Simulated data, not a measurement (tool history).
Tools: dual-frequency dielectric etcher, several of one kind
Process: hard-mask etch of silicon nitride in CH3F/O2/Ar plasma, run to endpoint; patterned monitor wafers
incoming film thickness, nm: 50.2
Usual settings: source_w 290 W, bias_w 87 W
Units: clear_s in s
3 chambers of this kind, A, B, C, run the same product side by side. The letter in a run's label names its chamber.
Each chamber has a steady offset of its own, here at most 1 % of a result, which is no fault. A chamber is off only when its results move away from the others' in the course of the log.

run    day  source_w  bias_w  clear_s
 1A  0.329       290      87    76.73
 2C  0.512       290      87   77.297
 3B  0.754       290      87    76.58
 4B  1.042       290      87   76.032
 5A  1.442       290      87   76.903
 6C  1.708       290      87   76.822
 7B  2.038       290      87   75.872
 8C    2.4       290      87   77.076
 9A  2.654       290      87   76.624
10C  2.925       220      96   81.988
11B  3.154       220      96    81.01
12A  3.458       220      96   81.089
13A  3.792       290      87   76.853
14C  4.025       290      87   77.221
15B  4.429       290      87    75.99
16B  4.829       290      87   76.466
17C  5.217       290      87   76.976
18A  5.479       290      87   77.412
19C  5.846       290      87   77.113
20A  6.171       290      87   76.588
21B  6.404       290      87   76.197
22B  6.579       260     103   74.592
23C  6.783       260     103    75.92
24A  7.175       260     103   74.246
25A  7.488       290      87   77.067
26B  7.821       290      87   75.955
27C  8.212       260      76   85.077
28C  8.533       260      76   84.647
29B  8.933       260      76   83.687

What goes on in this fleet: one chamber off, a drifting gauge, or nothing beyond the chambers' own small offsets? Name the chamber and the cause, if any.

No chamber stands off beyond its own small offset, and the gauge holds steady.
